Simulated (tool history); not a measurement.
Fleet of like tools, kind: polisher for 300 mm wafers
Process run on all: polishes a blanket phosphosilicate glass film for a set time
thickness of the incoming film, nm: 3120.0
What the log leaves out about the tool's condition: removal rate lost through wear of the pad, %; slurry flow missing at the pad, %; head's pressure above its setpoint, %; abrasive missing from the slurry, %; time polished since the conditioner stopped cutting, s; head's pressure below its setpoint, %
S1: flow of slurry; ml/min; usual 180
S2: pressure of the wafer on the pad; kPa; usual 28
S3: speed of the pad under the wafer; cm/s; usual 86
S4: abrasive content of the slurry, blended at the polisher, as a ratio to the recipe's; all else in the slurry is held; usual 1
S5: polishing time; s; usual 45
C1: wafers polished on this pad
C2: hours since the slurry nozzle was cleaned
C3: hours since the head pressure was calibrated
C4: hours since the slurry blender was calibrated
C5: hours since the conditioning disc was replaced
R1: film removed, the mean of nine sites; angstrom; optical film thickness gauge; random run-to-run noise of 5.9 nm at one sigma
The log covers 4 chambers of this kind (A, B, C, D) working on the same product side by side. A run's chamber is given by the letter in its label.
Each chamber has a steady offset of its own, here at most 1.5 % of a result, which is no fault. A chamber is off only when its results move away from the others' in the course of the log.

run    day   S1  S2  S3  S4  S5    C1     C2      C3     C4     C5      R1
     0.275  -- chamber B: worn pad replaced by a new one
 1B  0.383  180  28  86   1  45    36   94.2    90.7  193.9  296.1    4124
 2A  0.771  180  28  86   1  45   734  808.8   517.8   28.1  170.9  4189.4
 3C  1.038  180  28  86   1  45   780  207.2    97.1    124  101.7  4115.4
 4D  1.396  180  28  86   1  45   804  200.6   992.8  100.3    165    4133
 5D  1.775  180  28  86   1  45   930  209.7  1001.9  109.4  174.1  3970.1
 6C      2  180  28  86   1  45  1100  230.3   120.2  147.1  124.8  4054.9
     2.196  -- chamber C: worn pad replaced by a new one
 7B  2.312  180  28  86   1  45   677  140.5     137  240.2  342.4  4173.6
     2.379  -- chamber A: slurry nozzle cleaned
     2.442  -- chamber A: worn pad replaced by a new one
 8A  2.642  180  28  86   1  45    66    6.4   562.7     73  215.8  4290.8
 9D  2.983  180  28  86   1  45  1331  238.7  1030.9  138.4  203.1  4112.6
     3.012  -- chamber D: worn pad replaced by a new one
     3.092  -- chamber B: worn pad replaced by a new one
10C   3.25  180  28  86   1  45   350  260.3   150.2  177.1  154.8  4141.4
11B  3.538  180  28  86   1  45   148  169.9   166.4  269.6  371.8  4124.7
12A  3.883  180  28  86   1  45   478   36.2   592.5  102.8  245.6  4114.2
     4.012  -- chamber A: conditioning disc replaced and pad reconditioned
13C  4.096  155  28  74   1  45   631  280.6   170.5  197.4  175.1  3690.5
14D  4.479  155  28  74   1  45   487  274.6  1066.8  174.3    239  3472.4
15B  4.746  155  28  74   1  45   549  198.9   195.4  298.6  400.8  3540.9
16A  4.996  155  28  74   1  45   848   62.9   619.2  129.5   23.6  3616.4
17B  5.296  180  28  86   1  45   732  212.1   208.6  311.8    414  4091.8
     5.529  -- chamber A: worn pad replaced by a new one
18A  5.608  180  28  86   1  45    27   77.6   633.9  144.2   38.3  4216.6
     5.612  -- chamber B: conditioning disc replaced and pad reconditioned
     5.638  -- chamber B: worn pad replaced by a new one
     5.654  -- chamber C: worn pad replaced by a new one
19D  5.892  180  28  86   1  45   956  308.5  1100.7  208.2  272.9  4090.8
     5.983  -- chamber A: slurry blender recalibrated
     6.108  -- chamber D: slurry blender recalibrated
20C  6.192  240  28  86   1  39   178  330.9   220.8  247.7  225.4  3801.3
21B    6.4  240  28  86   1  39   253  238.6   235.1  338.3   18.9  3589.2
22A  6.588  240  28  86   1  39   352  101.1   657.4   14.6   61.8  3797.5
     6.867  -- chamber D: slurry nozzle cleaned
23C  6.875  240  28  86   1  39   405  347.3   237.2  264.1  241.8  3694.8
24D  7.067  180  28  86   1  45  1346    4.8  1128.9   23.1  301.1  4019.7
     7.162  -- chamber D: worn pad replaced by a new one
     7.196  -- chamber A: head pressure recalibrated
25A  7.246  180  28  86   1  45   571  116.9     1.2   30.4   77.6  4132.5
26C  7.638  180  28  86   1  45   658  365.6   255.5  282.4  260.1  4116.8
27D  7.967  180  28  86   1  45   267   26.4  1150.5   44.7  322.7  4080.9
     8.096  -- chamber B: worn pad replaced by a new one
28B  8.354  180  28  86   1  45    86  285.5     282  385.2   65.8  3754.7
29C    8.6  180  28  86   1  30   978  388.7   278.6  305.5  283.2  2715.3
     8.921  -- chamber B: slurry nozzle cleaned
30A  8.958  180  28  86   1  30  1139    158    42.3   71.5  118.7  2821.5
31B  9.342  180  28  86   1  30   414   10.2   305.7  408.9   89.5  2488.3
32D  9.729  180  28  86   1  30   852   68.7  1192.8     87    365  2765.5

Has any chamber moved away from the others, gradually or after a service, or does the common gauge drift, or do the chambers differ only by their own small steady offsets? State the chamber and the most likely cause if one applies.

It is chamber B that slowly wanders off from its peers.
Most likely cause: abrasive missing from the slurry, % = 23.7.
The log may not separate it from: head's pressure below its setpoint, %.

Below are 4 candidate recipes for chamber B's next run, each the usual settings with a change, their results shown as question marks. Which of them brings B's results back in line with what the other chambers give on the usual settings?
In line means no further than this from the other chambers' mean on the usual settings: R1 210 angstrom
33B-1  10.008  180  32.4  98     1  45                       ?
33B-2  10.008  180  27.6  86   0.8  45                       ?
33B-3  10.008  150  27.6  86  0.65  45                       ?
33B-4  10.008  180    29  90     1  47                       ?

Average result of the remaining chambers running the usual settings: R1 4124.7 angstrom
  run      R1
33B-1  4750.2
33B-2  3224.8
33B-3  2771.3
33B-4  4140.5
With 33B-4, the chamber falls back in line with the rest.
